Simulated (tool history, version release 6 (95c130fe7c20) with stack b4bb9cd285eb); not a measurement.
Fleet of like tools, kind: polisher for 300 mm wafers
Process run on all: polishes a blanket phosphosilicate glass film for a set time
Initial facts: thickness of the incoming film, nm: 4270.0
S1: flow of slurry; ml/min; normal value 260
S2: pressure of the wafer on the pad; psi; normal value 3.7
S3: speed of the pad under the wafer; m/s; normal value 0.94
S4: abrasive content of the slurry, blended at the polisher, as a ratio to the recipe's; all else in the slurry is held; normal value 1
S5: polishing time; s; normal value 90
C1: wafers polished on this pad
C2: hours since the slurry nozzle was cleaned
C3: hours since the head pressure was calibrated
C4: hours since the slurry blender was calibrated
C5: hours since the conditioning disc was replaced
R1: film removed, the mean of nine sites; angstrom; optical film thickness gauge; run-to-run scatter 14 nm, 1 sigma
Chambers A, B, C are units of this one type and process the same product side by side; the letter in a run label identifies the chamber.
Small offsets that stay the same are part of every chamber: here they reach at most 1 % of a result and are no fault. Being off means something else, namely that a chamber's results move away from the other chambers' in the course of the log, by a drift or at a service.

run     day   S1   S2    S3    S4   S5    C1     C2     C3     C4     C5      R1
      0.154  -- chamber A: worn pad replaced by a new one
 1C   0.458  260  3.7  0.94     1   90   143  156.4  189.9   96.9  474.5  9442.3
      0.512  -- chamber A: conditioning disc replaced and pad reconditioned
 2B   0.767  260  3.7  0.94     1   90   590  408.4  112.4  148.5  179.2  9589.6
 3A   1.104  260  3.7  0.94     1   90   278  128.6   40.3  163.4   14.2  9588.2
 4C   1.533  260  3.7  0.94     1   90   457  182.2  215.7  122.7  500.3  9773.7
 5B   1.788  260  3.7  0.94     1   90   888  432.9  136.9    173  203.7  9647.5
 6A   2.125  260  3.7  0.94  0.85   90   576  153.1   64.8  187.9   38.7  8911.2
 7C   2.575  260  3.7  0.94  0.85   90   761  207.2  240.7  147.7  525.3  8923.4
 8B   3.121  260  3.7  0.94  0.85   90  1278  464.9  168.9    205  235.7  8893.3
      3.292  -- chamber B: worn pad replaced by a new one
 9A   3.392  260  3.7  0.94     1   90   946  183.5   95.2  218.3   69.1  9631.6
      3.667  -- chamber A: worn pad replaced by a new one
10B   3.742  260  3.7  0.94     1   90   132  479.8  183.8  219.9  250.6  9853.5
11A     4.3  260  3.7  0.94     1   90   186  205.3    117  240.1   90.9  9851.7
      4.504  -- chamber C: worn pad replaced by a new one
12C   4.762  260  3.7  0.94     1   90    76  259.7  293.2  200.2  577.8    9499
13A   5.092  305  2.8  0.94     1   90   417  224.3    136  259.1  109.9  7358.6
      5.325  -- chamber A: slurry nozzle cleaned
14B   5.517  305  2.8  0.94     1   90   651  522.4  226.4  262.5  293.2  7300.7
      5.808  -- chamber C: conditioning disc replaced and pad reconditioned
15C   5.879  305  2.8  0.94     1   90   402  286.5    320    227    1.8  7272.5
16C   6.212  260  3.7  0.94     1   90   500  294.5    328    235    9.8  9588.7
        6.4  -- chamber A: slurry blender recalibrated
17A    6.65  260  3.7  0.94     1   90   873   31.8  173.4      6  147.3  9506.2
      6.725  -- chamber A: conditioning disc replaced and pad reconditioned
      6.871  -- chamber A: worn pad replaced by a new one
18B   6.954  260  3.7  0.94     1   90  1071  556.9  260.9    297  327.7  9720.1
19B   7.417  260  3.7  0.94     1   90  1206    568    272  308.1  338.8  9763.9
20C   7.854  260  3.7  0.94     1   90   979  333.9  367.4  274.4   49.2  9629.4
21A   8.292  260  3.7  0.94     1   90   416   71.2  212.8   45.4   37.6  9746.1
22B   8.579  260  3.7  0.94     1   90  1546  595.9  299.9    336  366.7  9676.8
23A   8.904  260  3.7  0.94     1   90   595   85.9  227.5   60.1   52.3  9602.7
      8.958  -- chamber C: worn pad replaced by a new one
      9.167  -- chamber B: worn pad replaced by a new one
24C   9.317  260  3.7  0.94     1   90   105    369  402.5  309.5   84.3    9458
      9.592  -- chamber B: head pressure recalibrated
25B   9.746  260  3.7  0.94     1   90   169  623.9    3.8    364  394.7  9700.4
      9.979  -- chamber A: worn pad replaced by a new one
     10.129  -- chamber B: slurry nozzle cleaned
26A  10.238  260  3.7  0.94     1   90    76  117.9  259.5   92.1   84.3  9551.8
27C  10.492  260  3.7  0.94     1   90   448  397.2  430.7  337.7  112.5  9655.1
28A   10.75  260  3.7  0.94     1   90   226  130.2  271.8  104.4   96.6  9811.9
     11.025  -- chamber A: head pressure recalibrated
29C  11.171  260  3.7  0.94     1   90   647  413.5    447    354  128.8  9532.7
30B  11.658  260  3.7  0.94     1   90   728   36.7   49.7  409.9  440.6    9817
31C  12.058  260  3.7  0.94     1   90   906  434.8  468.3  375.3  150.1    9731
32A  12.358  260  3.7  0.94     1   90   696  168.8   32.1    143  135.2  9572.9
     12.396  -- chamber B: slurry blender recalibrated
33B  12.625  260  3.7  0.94     1   90  1011   59.9   72.9    5.6  463.8  9646.1
     12.817  -- chamber C: worn pad replaced by a new one
34A  13.029  260  3.7  0.94     1   90   892  184.9   48.2  159.1  151.3  9511.1
     13.342  -- chamber A: conditioning disc replaced and pad reconditioned
     13.371  -- chamber B: conditioning disc replaced and pad reconditioned
       13.5  -- chamber A: worn pad replaced by a new one
35C  13.525  260  3.7  0.94     1   90   207    470  503.5  410.5  185.3    9476
36B  13.879  330  3.7  0.94     1  102  1377     90    103   35.7   12.2   11153
      13.95  -- chamber C: slurry blender recalibrated
37B  14.412  330  3.7  0.94     1  102  1533  102.8  115.8   48.5     25   11409
38A  14.654  330  3.7  0.94     1  102   337  223.9   87.2  198.1   31.5   11001
     15.025  -- chamber B: worn pad replaced by a new one
39C  15.129  260  3.7  0.94     1   90   676  508.5    542   28.4  223.8  9640.5
40B  15.683  260  3.7  0.94     1   90   192  133.3  146.3     79   55.5  9549.8
41C  15.942  260  3.7  0.94     1   90   913    528  561.5   47.9  243.3  9945.9
42A  16.396  260  3.7  0.94     1   90   846  265.7    129  239.9   73.3  9538.7

Each of the 3 chambers runs these same settings next. Fill in every chamber's results:
43A  16.8  260  3.2  0.94   1  90                       ?
43B  16.8  260  3.2  0.94   1  90                       ?
43C  16.8  260  3.2  0.94   1  90                       ?

run      R1
43A  8352.9
43B    8339
43C    8542
